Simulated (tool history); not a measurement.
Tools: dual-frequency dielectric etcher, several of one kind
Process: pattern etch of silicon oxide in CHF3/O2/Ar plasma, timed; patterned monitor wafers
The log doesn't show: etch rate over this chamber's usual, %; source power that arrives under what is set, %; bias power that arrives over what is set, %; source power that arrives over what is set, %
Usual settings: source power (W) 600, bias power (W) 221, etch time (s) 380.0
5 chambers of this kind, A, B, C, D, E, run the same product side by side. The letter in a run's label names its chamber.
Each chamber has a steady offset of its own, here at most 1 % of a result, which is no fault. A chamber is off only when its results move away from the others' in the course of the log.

run     day  source power (W)  bias power (W)  etch time (s)  hours since the last wet clean  hours since the last source power generator calibration  hours since the last bias power generator calibration  read-back reference wafer on the same gauge, depth_nm  mean etch depth across the wafer (angstrom)
 1A   0.192               600             221          380.0                            58.0                                                    928.8                                                 1523.2                                                 812.78                                       8039.6
 2C   0.504               600             221          380.0                           464.5                                                   1795.4                                                 1694.9                                                 812.40                                       8040.1
 3D   0.796               600             221          380.0                            64.5                                                   3853.8                                                 3164.6                                                 812.21                                       7977.8
 4B   1.154               600             221          380.0                           192.3                                                    838.6                                                 1623.2                                                 812.34                                       8196.8
 5E   1.433               600             221          380.0                           339.5                                                   3399.7                                                 1493.4                                                 811.96                                       8123.1
 6C   1.867               600             221          380.0                           497.2                                                   1828.1                                                 1727.6                                                 812.73                                       8069.0
 7D   2.300               600             268          276.0                           100.6                                                   3889.9                                                 3200.7                                                 811.52                                       6271.2
 8B   2.612               600             268          276.0                           227.3                                                    873.6                                                 1658.2                                                 812.23                                       6349.8
 9E   2.850               600             268          276.0                           373.5                                                   3433.7                                                 1527.4                                                 812.33                                       6352.8
      3.162  -- chamber C: wet clean of the chamber
10A   3.175               600             268          276.0                           129.6                                                   1000.4                                                 1594.8                                                 811.82                                       6202.3
11A   3.529               600             268          276.0                           138.1                                                   1008.9                                                 1603.3                                                 811.05                                       6176.1
12B   3.842               600             221          380.0                           256.8                                                    903.1                                                 1687.7                                                 811.33                                       8060.9
13D   4.217               600             221          380.0                           146.6                                                   3935.9                                                 3246.7                                                 812.14                                       8092.2
14E   4.562               600             221          380.0                           414.6                                                   3474.8                                                 1568.5                                                 811.35                                       8189.1
15C   4.971               600             221          380.0                            43.4                                                   1902.6                                                 1802.1                                                 811.58                                       8028.0
16D   5.379               600             221          380.0                           174.5                                                   3963.8                                                 3274.6                                                 812.65                                       8048.3
17A   5.650               600             221          380.0                           189.0                                                   1059.8                                                 1654.2                                                 812.35                                       7921.0
18C   5.896               600             221          380.0                            65.6                                                   1924.8                                                 1824.3                                                 811.76                                       8008.2
19E   6.221               600             221          380.0                           454.4                                                   3514.6                                                 1608.3                                                 812.26                                       8271.3
20B   6.421               600             221          380.0                           318.7                                                    965.0                                                 1749.6                                                 812.41                                       8086.8
21E   6.717               600             221          380.0                           466.3                                                   3526.5                                                 1620.2                                                 811.85                                       8220.2
22B   7.042               600             221          380.0                           333.6                                                    979.9                                                 1764.5                                                 811.81                                       8087.1
23A   7.475               600             221          380.0                           232.8                                                   1103.6                                                 1698.0                                                 811.98                                       8065.1
24C   7.717               600             221          380.0                           109.3                                                   1968.5                                                 1868.0                                                 812.06                                       8010.6
25D   7.975               600             221          470.5                           236.8                                                   4026.1                                                 3336.9                                                 811.02                                       9978.9
26B   8.379               600             221          470.5                           365.7                                                   1012.0                                                 1796.6                                                 812.06                                      10138.0
27C   8.671               600             221          470.5                           132.2                                                   1991.4                                                 1890.9                                                 812.76                                       9944.6
28E   8.904               600             221          470.5                           518.8                                                   3579.0                                                 1672.7                                                 811.99                                      10264.0
29A   9.171               600             221          470.5                           273.5                                                   1144.3                                                 1738.7                                                 812.57                                       9871.6
30D   9.408               600             221          380.0                           271.2                                                   4060.5                                                 3371.3                                                 812.02                                       8013.3
31D   9.612               680             269          380.0                           276.1                                                   4065.4                                                 3376.2                                                 812.45                                       9064.6
32B   9.988               680             269          380.0                           404.3                                                   1050.6                                                 1835.2                                                 812.00                                       9100.2
33A  10.417               680             269          380.0                           303.4                                                   1174.2                                                 1768.6                                                 811.90                                       8981.0
34C  10.658               680             269          380.0                           179.9                                                   2039.1                                                 1938.6                                                 812.16                                       9016.4
35E  11.062               680             269          380.0                           570.6                                                   3630.8                                                 1724.5                                                 811.63                                       9418.6

Is one chamber off against the others, does the gauge drift, or is nothing wrong? If a chamber is off, say which, and what the likeliest cause is.

Chamber E drifts away from the others.
Cause: etch rate over this chamber's usual, % = 3.07.

Here are 4 candidates for chamber E's next run, each the usual settings with a change, their results left as question marks. Which one brings its results back in line with what the others give on the usual settings?
In line means no further than this from the other chambers' mean on the usual settings: mean etch depth across the wafer (angstrom) 150.0
36E-1  11.375               590             219          367.5                                                                                                                                                                                                                                                   ?
36E-2  11.375               600             223          393.5                                                                                                                                                                                                                                                   ?
36E-3  11.375               590             218          356.5                                                                                                                                                                                                                                                   ?
36E-4  11.375               720             221          380.0                                                                                                                                                                                                                                                   ?

The other chambers' mean on the usual settings: mean etch depth across the wafer (angstrom) 8046.3
  run  mean etch depth across the wafer (angstrom)
36E-1                                       8043.0
36E-2                                       8721.0
36E-3                                       7789.9
36E-4                                       8991.0
36E-1 brings the chamber back in line.

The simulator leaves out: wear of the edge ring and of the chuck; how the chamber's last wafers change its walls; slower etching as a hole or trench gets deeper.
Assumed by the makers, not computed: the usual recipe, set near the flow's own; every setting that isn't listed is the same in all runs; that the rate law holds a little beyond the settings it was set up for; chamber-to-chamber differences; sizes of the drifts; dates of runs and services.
